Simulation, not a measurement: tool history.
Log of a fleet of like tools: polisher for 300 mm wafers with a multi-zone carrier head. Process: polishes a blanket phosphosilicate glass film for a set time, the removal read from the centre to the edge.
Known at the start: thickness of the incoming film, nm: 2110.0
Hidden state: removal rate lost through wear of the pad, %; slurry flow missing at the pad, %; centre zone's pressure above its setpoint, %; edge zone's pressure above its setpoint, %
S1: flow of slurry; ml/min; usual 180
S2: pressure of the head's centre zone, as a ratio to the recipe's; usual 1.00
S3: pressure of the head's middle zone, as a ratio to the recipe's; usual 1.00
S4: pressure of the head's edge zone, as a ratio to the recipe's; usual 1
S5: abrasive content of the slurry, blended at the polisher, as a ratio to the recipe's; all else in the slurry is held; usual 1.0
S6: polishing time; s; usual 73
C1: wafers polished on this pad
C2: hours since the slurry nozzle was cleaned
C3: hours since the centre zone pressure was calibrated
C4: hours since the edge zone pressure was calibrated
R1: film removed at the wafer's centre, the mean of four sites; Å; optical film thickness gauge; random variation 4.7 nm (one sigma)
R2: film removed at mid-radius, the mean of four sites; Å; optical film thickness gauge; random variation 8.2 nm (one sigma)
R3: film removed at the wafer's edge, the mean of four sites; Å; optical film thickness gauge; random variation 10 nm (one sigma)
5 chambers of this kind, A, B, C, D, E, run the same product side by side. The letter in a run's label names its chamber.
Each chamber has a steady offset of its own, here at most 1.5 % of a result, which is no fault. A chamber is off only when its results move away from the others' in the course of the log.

run   hour   S1    S2    S3  S4   S5  S6    C1     C2      C3      C4      R1      R2      R3
 1D    8.3  180  1.00  1.00   1  1.0  73   449  201.5   237.0   255.8  7497.4  7271.3  7469.7
       8.9  -- chamber E: centre zone pressure recalibrated
 2C   12.8  180  1.00  1.00   1  1.0  73   496  153.4   676.5   269.1  7358.8  7382.0  7207.8
 3A   19.3  180  1.00  1.00   1  1.0  73   671   53.1   101.3   932.4  7489.9  7366.8  7485.2
 4E   28.8  180  1.00  1.00   1  1.0  73   550  218.6    20.0   624.0  7278.9  7436.5  7363.4
      36.0  -- chamber E: worn pad replaced by a new one
 5B   36.6  150  1.00  0.91   1  1.0  73   931  403.5   987.1   956.6  7132.8  6581.1  7224.0
 6E   41.3  150  1.00  0.91   1  1.0  73    43  231.1    32.5   636.5  6993.3  6487.4  7161.6
      44.7  -- chamber A: worn pad replaced by a new one
      45.0  -- chamber E: edge zone pressure recalibrated
 7D   47.8  150  1.00  0.91   1  1.0  73   775  241.0   276.5   295.3  7264.2  6556.2  7219.8
 8A   53.9  150  1.00  0.91   1  1.0  73    76   87.7   135.9   967.0  7239.6  6571.2  7181.3
 9B   58.9  150  1.00  0.91   1  1.0  73  1115  425.8  1009.4   978.9  7060.8  6583.1  7257.9
10C   66.6  180  1.00  1.00   1  1.0  73   939  207.2   730.3   322.9  7376.0  7300.5  7197.2
11E   73.4  180  1.00  1.00   1  1.0  73   308  263.2    64.6    28.4  7310.0  7485.6  7257.6
12B   78.9  180  1.00  1.00   1  1.0  73  1280  445.8  1029.4   998.9  7262.2  7470.4  7584.8
13A   85.7  180  1.00  1.00   1  1.0  73   338  119.5   167.7   998.8  7517.9  7449.9  7586.1
      85.8  -- chamber D: worn pad replaced by a new one
      90.4  -- chamber D: centre zone pressure recalibrated
      92.5  -- chamber D: edge zone pressure recalibrated
14C   93.0  180  1.00  1.00   1  1.0  73  1156  233.6   756.7   349.3  7316.6  7283.1  7313.8
15D  102.1  220  0.91  1.00   1  1.0  73   134  295.3    11.7     9.7  7668.1  7580.2  7706.7
16B  110.5  220  0.91  1.00   1  1.0  73  1540  477.4  1061.0  1030.5  6874.0  7629.0  7550.1
     110.7  -- chamber E: worn pad replaced by a new one
     113.6  -- chamber B: worn pad replaced by a new one
     116.6  -- chamber C: worn pad replaced by a new one
17C  118.2  220  0.91  1.00   1  1.0  73    13  258.8   781.9   374.5  6918.3  7488.7  7556.0
18D  126.0  220  0.91  1.00   1  1.0  73   331  319.2    35.6    33.6  7669.4  7418.6  7713.8
19E  135.8  220  0.91  1.00   1  1.0  73   206  325.6   127.0    90.8  6814.9  7411.5  7480.4
20A  144.9  180  1.00  1.00   1  1.0  73   825  178.7   226.9  1058.0  7426.7  7330.4  7451.6
     148.0  -- chamber A: worn pad replaced by a new one
21D  150.3  180  1.00  1.00   1  1.0  73   531  343.5    59.9    57.9  8137.2  7336.6  7392.0
22B  154.8  180  1.00  1.00   1  1.0  73   339  521.7  1105.3  1074.8  7403.5  7387.2  7422.4
23C  160.2  180  1.00  1.00   1  1.0  73   359  300.8   823.9   416.5  7382.3  7321.7  7350.6
     167.6  -- chamber C: slurry nozzle cleaned
24E  169.1  180  1.00  1.00   1  1.0  73   480  358.9   160.3   124.1  7273.6  7507.2  7238.6
25A  177.0  180  1.00  1.00   1  1.0  73   239  210.8   259.0  1090.1  7400.0  7650.0  7356.3
     178.2  -- chamber E: worn pad replaced by a new one
26B  184.8  180  1.00  1.00   1  1.0  73   586  551.7  1135.3  1104.8  7423.8  7491.8  7394.1
27D  192.1  180  1.00  1.00   1  1.0  73   875  385.3   101.7    99.7  8175.5  7246.4  7588.9
28C  197.4  180  1.00  1.00   1  1.0  73   665   29.9   861.1   453.7  7436.4  7280.6  7369.7
29E  206.6  180  1.00  1.00   1  1.0  73   233  396.4   197.8   161.6  7298.9  7570.5  7311.0
30A  216.9  180  1.00  1.00   1  1.0  73   567  250.7   298.9  1130.0  7508.0  7334.7  7447.7

What goes on in this fleet: one chamber off, a drifting gauge, or nothing beyond the chambers' own small offsets? Name the chamber and the cause, if any.

A service left chamber D off against the others.
Cause: centre zone's pressure above its setpoint, % = 8.25.

Here are 4 candidates for chamber D's next run, each the usual settings with a change, their results left as question marks. Which one brings its results back in line with what the others give on the usual settings?
In line means no further than this from the other chambers' mean on the usual settings: R1 160.0 Å; R2 290.0 Å; R3 360.0 Å
31D-1  224.3  175  0.93  1.03  1.02  1.0  72                   ?   ?   ?
31D-2  224.3  185  1.07  0.97  0.98  1.0  74                   ?   ?   ?
31D-3  224.3  180  0.97  1.01  1.01  1.0  73                   ?   ?   ?
31D-4  224.3  180  1.03  0.99  0.99  1.0  73                   ?   ?   ?

The other chambers' mean on the usual settings: R1 7390.7 Å; R2 7394.7 Å; R3 7359.4 Å
  run      R1      R2      R3
31D-1  7449.2  7379.0  7322.4
31D-2  9023.7  7239.2  7422.7
31D-3  7953.5  7380.9  7412.1
31D-4  8496.9  7245.3  7336.3
31D-1 brings the chamber back in line.
